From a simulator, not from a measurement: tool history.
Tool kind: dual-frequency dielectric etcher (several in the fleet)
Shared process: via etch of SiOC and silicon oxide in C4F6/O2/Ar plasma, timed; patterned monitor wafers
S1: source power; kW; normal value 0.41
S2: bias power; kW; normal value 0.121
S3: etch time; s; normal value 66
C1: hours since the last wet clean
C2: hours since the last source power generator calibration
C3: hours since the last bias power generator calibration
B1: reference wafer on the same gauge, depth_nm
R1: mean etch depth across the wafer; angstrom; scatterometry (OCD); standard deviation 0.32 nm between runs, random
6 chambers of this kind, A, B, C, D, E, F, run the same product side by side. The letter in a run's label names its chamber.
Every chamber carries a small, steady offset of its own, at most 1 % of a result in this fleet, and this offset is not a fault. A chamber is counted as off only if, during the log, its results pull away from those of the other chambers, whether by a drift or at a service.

| run | day | S1 | S2 | S3 | C1 | C2 | C3 | B1 | R1 |
|---|---|---|---|---|---|---|---|---|---|
| 1A | 0.271 | 0.41 | 0.121 | 66 | 345.8 | 4357.9 | 364.6 | 61.796 | 672.07 |
|  | 0.308 | chamber E: wet clean of the chamber |
| 2E | 0.412 | 0.41 | 0.121 | 66 | 2.6 | 3618.8 | 4189.3 | 61.718 | 666.02 |
| 3B | 0.575 | 0.41 | 0.121 | 66 | 93.9 | 1509.5 | 1826.7 | 61.713 | 664.51 |
| 4F | 0.758 | 0.41 | 0.121 | 66 | 432 | 97.5 | 1067.3 | 61.723 | 666.24 |
| 5C | 1.033 | 0.41 | 0.121 | 66 | 128.2 | 1993.2 | 417.8 | 61.816 | 663.68 |
| 6D | 1.162 | 0.41 | 0.149 | 83.5 | 169.3 | 503.9 | 1979.1 | 61.841 | 895.03 |
| 7E | 1.329 | 0.41 | 0.149 | 83.5 | 24.6 | 3640.8 | 4211.3 | 61.851 | 895.27 |
| 8F | 1.579 | 0.41 | 0.149 | 83.5 | 451.7 | 117.2 | 1087 | 61.814 | 899.65 |
| 9C | 1.862 | 0.41 | 0.149 | 83.5 | 148.1 | 2013.1 | 437.7 | 61.811 | 903.52 |
| 10D | 2.075 | 0.41 | 0.149 | 83.5 | 191.2 | 525.8 | 2001 | 61.752 | 891.72 |
| 11A | 2.267 | 0.41 | 0.149 | 83.5 | 393.7 | 4405.8 | 412.5 | 61.772 | 905.07 |
| 12B | 2.479 | 0.41 | 0.097 | 58.5 | 139.6 | 1555.2 | 1872.4 | 61.82 | 552.13 |
| 13C | 2.675 | 0.41 | 0.097 | 58.5 | 167.6 | 2032.6 | 457.2 | 61.765 | 551.54 |
| 14B | 2.838 | 0.41 | 0.097 | 58.5 | 148.2 | 1563.8 | 1881 | 61.872 | 549.31 |
| 15F | 2.996 | 0.41 | 0.097 | 58.5 | 485.7 | 151.2 | 1121 | 61.845 | 552.94 |
| 16E | 3.254 | 0.41 | 0.097 | 58.5 | 70.8 | 3687 | 4257.5 | 61.755 | 555.36 |
| 17A | 3.438 | 0.41 | 0.097 | 58.5 | 421.8 | 4433.9 | 440.6 | 61.744 | 566.24 |
| 18D | 3.629 | 0.41 | 0.121 | 66 | 228.5 | 563.1 | 2038.3 | 61.768 | 661.11 |
| 19C | 3.917 | 0.41 | 0.121 | 66 | 197.4 | 2062.4 | 487 | 61.743 | 666.69 |
| 20F | 4.104 | 0.41 | 0.121 | 85 | 512.3 | 177.8 | 1147.6 | 61.851 | 850.84 |
| 21B | 4.233 | 0.41 | 0.121 | 85 | 181.7 | 1597.3 | 1914.5 | 61.799 | 849.16 |
| 22D | 4.471 | 0.41 | 0.121 | 85 | 248.7 | 583.3 | 2058.5 | 61.804 | 838.93 |
| 23A | 4.642 | 0.41 | 0.121 | 85 | 450.7 | 4462.8 | 469.5 | 61.707 | 868.3 |
| 24E | 4.85 | 0.41 | 0.121 | 85 | 109.1 | 3725.3 | 4295.8 | 61.814 | 850.95 |
| 25A | 5.092 | 0.41 | 0.121 | 85 | 461.5 | 4473.6 | 480.3 | 61.785 | 862.27 |
| 26F | 5.333 | 0.41 | 0.121 | 66 | 541.8 | 207.3 | 1177.1 | 61.789 | 664.33 |
|  | 5.417 | chamber F: wet clean of the chamber |
| 27E | 5.462 | 0.41 | 0.121 | 66 | 123.8 | 3740 | 4310.5 | 61.847 | 664.96 |
| 28C | 5.738 | 0.41 | 0.121 | 66 | 241.1 | 2106.1 | 530.7 | 61.824 | 671.09 |
| 29B | 5.9 | 0.41 | 0.134 | 74.5 | 221.7 | 1637.3 | 1954.5 | 61.774 | 772.31 |
| 30D | 6.167 | 0.41 | 0.134 | 74.5 | 289.4 | 624 | 2099.2 | 61.838 | 764.54 |
| 31C | 6.354 | 0.41 | 0.134 | 74.5 | 255.9 | 2120.9 | 545.5 | 61.774 | 771.78 |
|  | 6.358 | chamber A: wet clean of the chamber |
| 32B | 6.621 | 0.41 | 0.134 | 74.5 | 239 | 1654.6 | 1971.8 | 61.813 | 777.67 |
| 33E | 6.875 | 0.41 | 0.134 | 74.5 | 157.7 | 3773.9 | 4344.4 | 61.801 | 773.53 |
| 34A | 7.092 | 0.41 | 0.134 | 74.5 | 17.6 | 4521.6 | 528.3 | 61.739 | 785.57 |
| 35F | 7.296 | 0.41 | 0.121 | 66 | 45.1 | 254.4 | 1224.2 | 61.731 | 665.28 |
| 36D | 7.5 | 0.41 | 0.121 | 66 | 321.4 | 656 | 2131.2 | 61.828 | 655.37 |
| 37A | 7.633 | 0.41 | 0.121 | 66 | 30.6 | 4534.6 | 541.3 | 61.772 | 670.14 |
| 38F | 7.908 | 0.41 | 0.13 | 66 | 59.8 | 269.1 | 1238.9 | 61.719 | 679.62 |
| 39C | 8.062 | 0.41 | 0.13 | 66 | 296.9 | 2161.9 | 586.5 | 61.77 | 680.83 |
| 40D | 8.288 | 0.41 | 0.13 | 66 | 340.3 | 674.9 | 2150.1 | 61.812 | 674.26 |
| 41E | 8.542 | 0.41 | 0.13 | 66 | 197.7 | 3813.9 | 4384.4 | 61.755 | 674.26 |
| 42B | 8.829 | 0.41 | 0.13 | 66 | 292 | 1707.6 | 2024.8 | 61.802 | 675.36 |

One chamber off, gauge drift, or nothing amiss beyond the chambers' own small offsets? If it is a chamber, which one, and what is the likeliest cause?

Neither any chamber nor the gauge drifts; the chambers differ only by their own small, steady offsets.

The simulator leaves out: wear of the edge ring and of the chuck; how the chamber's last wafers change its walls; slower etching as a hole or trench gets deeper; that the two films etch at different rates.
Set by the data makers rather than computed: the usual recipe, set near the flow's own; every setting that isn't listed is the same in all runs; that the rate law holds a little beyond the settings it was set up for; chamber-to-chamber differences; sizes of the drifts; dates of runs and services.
